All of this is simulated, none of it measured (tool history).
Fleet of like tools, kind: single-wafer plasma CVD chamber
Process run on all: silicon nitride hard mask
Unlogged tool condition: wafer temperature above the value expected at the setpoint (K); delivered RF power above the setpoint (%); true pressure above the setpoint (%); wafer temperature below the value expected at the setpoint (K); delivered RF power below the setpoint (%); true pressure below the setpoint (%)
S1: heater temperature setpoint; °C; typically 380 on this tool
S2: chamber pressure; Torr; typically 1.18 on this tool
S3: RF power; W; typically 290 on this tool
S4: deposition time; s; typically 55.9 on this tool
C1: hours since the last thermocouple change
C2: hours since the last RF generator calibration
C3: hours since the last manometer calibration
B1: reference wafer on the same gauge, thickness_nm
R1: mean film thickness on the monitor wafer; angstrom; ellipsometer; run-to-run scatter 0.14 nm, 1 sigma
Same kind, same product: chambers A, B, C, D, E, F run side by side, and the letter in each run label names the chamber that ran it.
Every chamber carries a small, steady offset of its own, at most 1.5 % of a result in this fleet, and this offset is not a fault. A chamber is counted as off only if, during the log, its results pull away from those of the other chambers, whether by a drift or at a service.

run 1D hour=2.9 | S1=380 S2=1.18 S3=290 S4=55.9 | C1=319.1 C2=181.1 C3=539.9 | B1=67.202 | R1=574.17
run 2E hour=6.6 | S1=380 S2=1.18 S3=290 S4=55.9 | C1=1280.8 C2=2136.2 C3=973.1 | B1=67.174 | R1=570.95
run 3B hour=10.1 | S1=380 S2=1.18 S3=290 S4=55.9 | C1=1348.6 C2=1442.4 C3=744.6 | B1=67.232 | R1=573.09
run 4F hour=13.4 | S1=380 S2=1.18 S3=290 S4=55.9 | C1=1249.7 C2=242.0 C3=27.3 | B1=67.190 | R1=581.64
run 5C hour=16.3 | S1=380 S2=1.18 S3=290 S4=55.9 | C1=494.8 C2=135.4 C3=387.3 | B1=67.223 | R1=572.30
run 6A hour=18.4 | S1=380 S2=1.18 S3=290 S4=55.9 | C1=848.7 C2=886.1 C3=231.4 | B1=67.200 | R1=576.76
run 7B hour=22.2 | S1=380 S2=1.18 S3=290 S4=55.9 | C1=1360.7 C2=1454.5 C3=756.7 | B1=67.199 | R1=577.00
run 8D hour=24.2 | S1=380 S2=1.18 S3=290 S4=55.9 | C1=340.4 C2=202.4 C3=561.2 | B1=67.198 | R1=577.44
run 9E hour=26.5 | S1=380 S2=1.18 S3=290 S4=55.9 | C1=1300.7 C2=2156.1 C3=993.0 | B1=67.223 | R1=573.69
run 10F hour=31.0 | S1=380 S2=1.18 S3=290 S4=55.9 | C1=1267.3 C2=259.6 C3=44.9 | B1=67.222 | R1=582.99
run 11C hour=34.2 | S1=380 S2=1.28 S3=290 S4=55.9 | C1=512.7 C2=153.3 C3=405.2 | B1=67.196 | R1=587.80
run 12A hour=37.5 | S1=380 S2=1.28 S3=290 S4=55.9 | C1=867.8 C2=905.2 C3=250.5 | B1=67.171 | R1=592.42
run 13C hour=41.7 | S1=380 S2=1.28 S3=290 S4=55.9 | C1=520.2 C2=160.8 C3=412.7 | B1=67.192 | R1=586.68
run 14E hour=45.4 | S1=380 S2=1.28 S3=290 S4=55.9 | C1=1319.6 C2=2175.0 C3=1011.9 | B1=67.229 | R1=584.29
run 15A hour=49.2 | S1=380 S2=1.28 S3=290 S4=55.9 | C1=879.5 C2=916.9 C3=262.2 | B1=67.201 | R1=593.19
run 16D hour=51.6 | S1=380 S2=1.28 S3=290 S4=55.9 | C1=367.8 C2=229.8 C3=588.6 | B1=67.196 | R1=593.32
run 17B hour=55.8 | S1=372 S2=1.18 S3=340 S4=55.9 | C1=1394.3 C2=1488.1 C3=790.3 | B1=67.203 | R1=640.23
run 18F hour=59.5 | S1=372 S2=1.18 S3=340 S4=55.9 | C1=1295.8 C2=288.1 C3=73.4 | B1=67.226 | R1=646.74
run 19A hour=63.1 | S1=372 S2=1.18 S3=340 S4=55.9 | C1=893.4 C2=930.8 C3=276.1 | B1=67.194 | R1=641.70
run 20C hour=66.6 | S1=372 S2=1.18 S3=340 S4=55.9 | C1=545.1 C2=185.7 C3=437.6 | B1=67.179 | R1=633.72
run 21F hour=69.3 | S1=372 S2=1.18 S3=340 S4=55.9 | C1=1305.6 C2=297.9 C3=83.2 | B1=67.239 | R1=646.34
run 22E hour=72.5 | S1=372 S2=1.18 S3=340 S4=55.9 | C1=1346.7 C2=2202.1 C3=1039.0 | B1=67.142 | R1=637.63
run 23B hour=75.9 | S1=380 S2=1.18 S3=290 S4=55.9 | C1=1414.4 C2=1508.2 C3=810.4 | B1=67.180 | R1=574.80
run 24D hour=80.5 | S1=380 S2=1.18 S3=290 S4=55.9 | C1=396.7 C2=258.7 C3=617.5 | B1=67.234 | R1=576.31
run 25F hour=84.7 | S1=380 S2=1.18 S3=290 S4=55.9 | C1=1321.0 C2=313.3 C3=98.6 | B1=67.218 | R1=582.96
run 26A hour=89.0 | S1=380 S2=1.18 S3=290 S4=55.9 | C1=919.3 C2=956.7 C3=302.0 | B1=67.192 | R1=575.29
run 27B hour=92.7 | S1=380 S2=1.05 S3=240 S4=55.9 | C1=1431.2 C2=1525.0 C3=827.2 | B1=67.179 | R1=487.34
run 28E hour=96.3 | S1=380 S2=1.05 S3=240 S4=55.9 | C1=1370.5 C2=2225.9 C3=1062.8 | B1=67.231 | R1=481.65
run 29D hour=100.2 | S1=380 S2=1.05 S3=240 S4=55.9 | C1=416.4 C2=278.4 C3=637.2 | B1=67.206 | R1=484.21
run 30C hour=104.7 | S1=380 S2=1.05 S3=240 S4=55.9 | C1=583.2 C2=223.8 C3=475.7 | B1=67.238 | R1=486.68
run 31B hour=108.9 | S1=380 S2=1.05 S3=240 S4=55.9 | C1=1447.4 C2=1541.2 C3=843.4 | B1=67.172 | R1=488.08
run 32E hour=112.8 | S1=380 S2=1.05 S3=240 S4=55.9 | C1=1387.0 C2=2242.4 C3=1079.3 | B1=67.212 | R1=480.68
run 33C hour=115.8 | S1=380 S2=1.18 S3=290 S4=55.9 | C1=594.3 C2=234.9 C3=486.8 | B1=67.190 | R1=571.01
run 34D hour=119.5 | S1=388 S2=1.18 S3=290 S4=55.9 | C1=435.7 C2=297.7 C3=656.5 | B1=67.214 | R1=576.87
-- hour=122.4 chamber F: thermocouple changed; heater temperature recalibrated
run 35A hour=122.7 | S1=388 S2=1.18 S3=290 S4=55.9 | C1=953.0 C2=990.4 C3=335.7 | B1=67.189 | R1=576.04
run 36F hour=125.4 | S1=388 S2=1.18 S3=290 S4=55.9 | C1=3.0 C2=354.0 C3=139.3 | B1=67.161 | R1=580.14
run 37C hour=129.1 | S1=388 S2=1.18 S3=290 S4=55.9 | C1=607.6 C2=248.2 C3=500.1 | B1=67.181 | R1=570.41
run 38B hour=132.5 | S1=388 S2=1.18 S3=290 S4=55.9 | C1=1471.0 C2=1564.8 C3=867.0 | B1=67.211 | R1=572.49
run 39F hour=136.3 | S1=388 S2=1.18 S3=290 S4=55.9 | C1=13.9 C2=364.9 C3=150.2 | B1=67.202 | R1=579.17

What goes on in this fleet: one chamber off, a drifting gauge, or nothing beyond the chambers' own small offsets? Name the chamber and the cause, if any.

Neither any chamber nor the gauge drifts; the chambers differ only by their own small, steady offsets.

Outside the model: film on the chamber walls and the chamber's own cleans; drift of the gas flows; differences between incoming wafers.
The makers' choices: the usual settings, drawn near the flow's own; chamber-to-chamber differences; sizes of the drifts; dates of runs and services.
